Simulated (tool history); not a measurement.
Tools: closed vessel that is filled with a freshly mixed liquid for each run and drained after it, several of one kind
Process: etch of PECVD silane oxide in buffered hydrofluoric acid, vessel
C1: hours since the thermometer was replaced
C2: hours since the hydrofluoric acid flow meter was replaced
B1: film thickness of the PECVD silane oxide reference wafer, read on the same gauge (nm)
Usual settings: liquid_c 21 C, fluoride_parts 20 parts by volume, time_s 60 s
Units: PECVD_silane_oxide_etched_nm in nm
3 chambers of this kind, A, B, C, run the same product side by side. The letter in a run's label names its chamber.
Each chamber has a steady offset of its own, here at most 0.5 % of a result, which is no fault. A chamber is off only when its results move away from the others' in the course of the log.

run 1C hour=5.8 | liquid_c=21 fluoride_parts=20 time_s=60 | C1=499.1 C2=442.7 | B1=100.01 | PECVD_silane_oxide_etched_nm=44.329
run 2B hour=12.5 | liquid_c=21 fluoride_parts=20 time_s=60 | C1=511.5 C2=1067.1 | B1=100 | PECVD_silane_oxide_etched_nm=44.153
run 3A hour=17.6 | liquid_c=21 fluoride_parts=20 time_s=60 | C1=1335.8 C2=493.1 | B1=100.01 | PECVD_silane_oxide_etched_nm=44.87
run 4B hour=27.3 | liquid_c=21 fluoride_parts=20 time_s=60 | C1=526.3 C2=1081.9 | B1=99.985 | PECVD_silane_oxide_etched_nm=44.506
run 5A hour=34.8 | liquid_c=21 fluoride_parts=20 time_s=60 | C1=1353 C2=510.3 | B1=99.996 | PECVD_silane_oxide_etched_nm=45.154
run 6C hour=41.7 | liquid_c=21 fluoride_parts=20 time_s=60 | C1=535 C2=478.6 | B1=100.02 | PECVD_silane_oxide_etched_nm=44.684
run 7A hour=49.5 | liquid_c=25 fluoride_parts=20 time_s=60 | C1=1367.7 C2=525 | B1=99.962 | PECVD_silane_oxide_etched_nm=56.344
run 8B hour=55.1 | liquid_c=25 fluoride_parts=20 time_s=60 | C1=554.1 C2=1109.7 | B1=100.01 | PECVD_silane_oxide_etched_nm=55.856
run 9C hour=62.4 | liquid_c=25 fluoride_parts=20 time_s=60 | C1=555.7 C2=499.3 | B1=100.03 | PECVD_silane_oxide_etched_nm=55.816
run 10C hour=68.1 | liquid_c=21 fluoride_parts=20 time_s=60 | C1=561.4 C2=505 | B1=99.99 | PECVD_silane_oxide_etched_nm=44.603
run 11B hour=75.6 | liquid_c=21 fluoride_parts=20 time_s=60 | C1=574.6 C2=1130.2 | B1=99.993 | PECVD_silane_oxide_etched_nm=45.008
run 12A hour=83.2 | liquid_c=21 fluoride_parts=20 time_s=60 | C1=1401.4 C2=558.7 | B1=99.999 | PECVD_silane_oxide_etched_nm=45.193
run 13C hour=91.4 | liquid_c=21 fluoride_parts=20 time_s=60 | C1=584.7 C2=528.3 | B1=100.01 | PECVD_silane_oxide_etched_nm=44.564
run 14A hour=96.9 | liquid_c=21 fluoride_parts=20 time_s=60 | C1=1415.1 C2=572.4 | B1=99.993 | PECVD_silane_oxide_etched_nm=44.678
run 15B hour=105.3 | liquid_c=21 fluoride_parts=20 time_s=60 | C1=604.3 C2=1159.9 | B1=99.994 | PECVD_silane_oxide_etched_nm=44.211
run 16B hour=114.5 | liquid_c=21 fluoride_parts=20 time_s=60 | C1=613.5 C2=1169.1 | B1=100.01 | PECVD_silane_oxide_etched_nm=44.904
run 17C hour=123.8 | liquid_c=19 fluoride_parts=20 time_s=60 | C1=617.1 C2=560.7 | B1=100.02 | PECVD_silane_oxide_etched_nm=39.696
run 18A hour=129.4 | liquid_c=19 fluoride_parts=20 time_s=60 | C1=1447.6 C2=604.9 | B1=100.03 | PECVD_silane_oxide_etched_nm=40.191
run 19C hour=137.8 | liquid_c=19 fluoride_parts=20 time_s=60 | C1=631.1 C2=574.7 | B1=100 | PECVD_silane_oxide_etched_nm=39.744
-- hour=141.9 chamber B: thermometer replaced
run 20B hour=145.7 | liquid_c=21 fluoride_parts=20 time_s=60 | C1=3.8 C2=1200.3 | B1=100.02 | PECVD_silane_oxide_etched_nm=44.366
run 21A hour=154.8 | liquid_c=21 fluoride_parts=20 time_s=60 | C1=1473 C2=630.3 | B1=100.01 | PECVD_silane_oxide_etched_nm=44.607
run 22C hour=163.4 | liquid_c=21 fluoride_parts=20 time_s=60 | C1=656.7 C2=600.3 | B1=100 | PECVD_silane_oxide_etched_nm=44.461
run 23A hour=168 | liquid_c=21 fluoride_parts=20 time_s=60 | C1=1486.2 C2=643.5 | B1=99.993 | PECVD_silane_oxide_etched_nm=45.047
run 24B hour=173.1 | liquid_c=21 fluoride_parts=20 time_s=60 | C1=31.2 C2=1227.7 | B1=99.999 | PECVD_silane_oxide_etched_nm=44.729
run 25A hour=181 | liquid_c=21 fluoride_parts=20 time_s=60 | C1=1499.2 C2=656.5 | B1=99.964 | PECVD_silane_oxide_etched_nm=45.169
run 26B hour=186.2 | liquid_c=21 fluoride_parts=20 time_s=60 | C1=44.3 C2=1240.8 | B1=99.989 | PECVD_silane_oxide_etched_nm=44.758
run 27C hour=195.9 | liquid_c=21 fluoride_parts=20 time_s=60 | C1=689.2 C2=632.8 | B1=100.01 | PECVD_silane_oxide_etched_nm=44.57
run 28A hour=200.7 | liquid_c=21 fluoride_parts=20 time_s=60 | C1=1518.9 C2=676.2 | B1=100.01 | PECVD_silane_oxide_etched_nm=44.893
run 29C hour=208.2 | liquid_c=21 fluoride_parts=20 time_s=60 | C1=701.5 C2=645.1 | B1=99.983 | PECVD_silane_oxide_etched_nm=44.593
run 30B hour=213.3 | liquid_c=21 fluoride_parts=20 time_s=60 | C1=71.4 C2=1267.9 | B1=100.01 | PECVD_silane_oxide_etched_nm=45.12
run 31B hour=220.1 | liquid_c=21 fluoride_parts=20 time_s=60 | C1=78.2 C2=1274.7 | B1=100.01 | PECVD_silane_oxide_etched_nm=44.846
run 32A hour=225.6 | liquid_c=21 fluoride_parts=20 time_s=60 | C1=1543.8 C2=701.1 | B1=100.01 | PECVD_silane_oxide_etched_nm=45.02
run 33C hour=230.7 | liquid_c=24.5 fluoride_parts=20 time_s=85 | C1=724 C2=667.6 | B1=100 | PECVD_silane_oxide_etched_nm=76.814
-- hour=237.2 chamber C: thermometer replaced
run 34C hour=239.8 | liquid_c=24.5 fluoride_parts=20 time_s=85 | C1=2.7 C2=676.7 | B1=99.989 | PECVD_silane_oxide_etched_nm=77.201
run 35B hour=247.2 | liquid_c=24.5 fluoride_parts=20 time_s=85 | C1=105.3 C2=1301.8 | B1=100 | PECVD_silane_oxide_etched_nm=77.354
run 36A hour=256.4 | liquid_c=21 fluoride_parts=20 time_s=60 | C1=1574.6 C2=731.9 | B1=100.03 | PECVD_silane_oxide_etched_nm=44.867
run 37C hour=265.4 | liquid_c=21 fluoride_parts=20 time_s=60 | C1=28.3 C2=702.3 | B1=99.992 | PECVD_silane_oxide_etched_nm=44.625

Next, every chamber runs the same settings. What will each give?
run 38A hour=272.6 | liquid_c=21 fluoride_parts=20 time_s=40 | PECVD_silane_oxide_etched_nm=?
run 38B hour=272.6 | liquid_c=21 fluoride_parts=20 time_s=40 | PECVD_silane_oxide_etched_nm=?
run 38C hour=272.6 | liquid_c=21 fluoride_parts=20 time_s=40 | PECVD_silane_oxide_etched_nm=?

run=38A PECVD_silane_oxide_etched_nm=30.111
run=38B PECVD_silane_oxide_etched_nm=29.62
run=38C PECVD_silane_oxide_etched_nm=29.744
